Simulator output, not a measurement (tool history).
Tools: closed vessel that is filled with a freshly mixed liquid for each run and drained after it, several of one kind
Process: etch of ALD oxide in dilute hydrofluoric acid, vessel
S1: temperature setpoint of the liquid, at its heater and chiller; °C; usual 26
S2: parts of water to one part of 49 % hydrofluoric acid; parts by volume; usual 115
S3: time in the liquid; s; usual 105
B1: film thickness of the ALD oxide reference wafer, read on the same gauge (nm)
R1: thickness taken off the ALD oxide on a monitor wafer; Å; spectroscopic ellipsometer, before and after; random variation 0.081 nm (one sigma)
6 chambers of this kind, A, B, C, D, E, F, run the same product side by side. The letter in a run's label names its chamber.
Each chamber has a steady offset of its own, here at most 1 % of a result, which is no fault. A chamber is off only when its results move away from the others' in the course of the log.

run,day,S1,S2,S3,B1,R1
1B,0.392,26,115,105,50.016,152.46
2E,1.008,26,115,105,49.982,153.27
3C,1.383,26,115,105,49.978,153.05
4A,1.942,26,115,105,50.003,155.02
5F,2.512,26,115,105,49.999,154.02
6D,3.129,26,115,105,49.991,154.44
7D,3.446,26,115,105,50.03,154.58
# day 3.812: chamber E: thermometer replaced
8E,4.004,26,115,105,50.017,152.68
9F,4.338,26,115,105,49.99,154.29
10B,4.662,26,115,105,50.015,151.67
11C,4.967,26,115,105,50.012,155.22
# day 5.108: chamber A: thermometer replaced
12A,5.446,26,115,105,49.993,155.16
13C,6.008,26,115,105,49.999,153.87
14D,6.483,23,115,105,49.992,137.66
15F,6.792,23,115,105,49.991,136.1
16A,7.104,23,115,105,50.013,137.39
17E,7.683,23,115,105,49.99,137.37
18B,8.121,23,115,105,49.977,137.03
19C,8.521,23,115,105,50.006,139.83
# day 8.658: chamber F: thermometer replaced
20B,8.858,26,115,105,49.991,154.85
21F,9.271,26,115,105,49.974,152.28
22A,9.879,26,115,105,49.99,153.9
23E,10.412,26,115,105,50.016,152.6
24D,10.925,29.5,115,65,49.989,109.04
# day 11.262: chamber A: hydrofluoric acid flow meter replaced
25A,11.292,29.5,115,65,49.999,108.74
26F,11.608,29.5,115,65,50.016,107.88
27D,12.058,29.5,115,65,49.992,108.56
28C,12.492,29.5,115,65,49.981,110.89
29B,12.996,29.5,115,65,50.017,108.65
30E,13.4,26,115,105,50.009,155.19
31E,13.933,26,115,105,50.03,152.87
32D,14.279,21.5,150,105,49.983,95.61
33B,14.6,21.5,150,105,49.995,94.359
34C,15.067,21.5,150,105,49.993,100.13
35F,15.546,21.5,150,105,50.013,95.654
36A,16.083,21.5,150,105,50.012,95.594
37A,16.425,21.5,150,105,49.994,95.894
38E,16.8,26,115,105,49.989,153.21

Is one chamber off against the others, does the gauge drift, or is nothing wrong? If a chamber is off, say which, and what the likeliest cause is.

Chamber C drifts away from the others.
Cause: hydrofluoric acid flow above the setpoint (%) = 4.21.
The log may not tell that from: liquid hotter than its thermometer reads (K).

Here are 4 candidates for chamber C's next run, each the usual settings with a change, their results left as question marks. Which one brings its results back in line with what the others give on the usual settings?
In line means no further than this from the other chambers' mean on the usual settings: R1 2.8 Å
39C-1,17.262,26,120,100,,?
39C-2,17.262,26,115,110,,?
39C-3,17.262,26,115,100,,?
39C-4,17.262,28.5,115,105,,?

The other chambers' mean on the usual settings: R1 153.81 Å
run,R1
39C-1,146.46
39C-2,169.01
39C-3,153.64
39C-4,177.33
39C-3 brings the chamber back in line.

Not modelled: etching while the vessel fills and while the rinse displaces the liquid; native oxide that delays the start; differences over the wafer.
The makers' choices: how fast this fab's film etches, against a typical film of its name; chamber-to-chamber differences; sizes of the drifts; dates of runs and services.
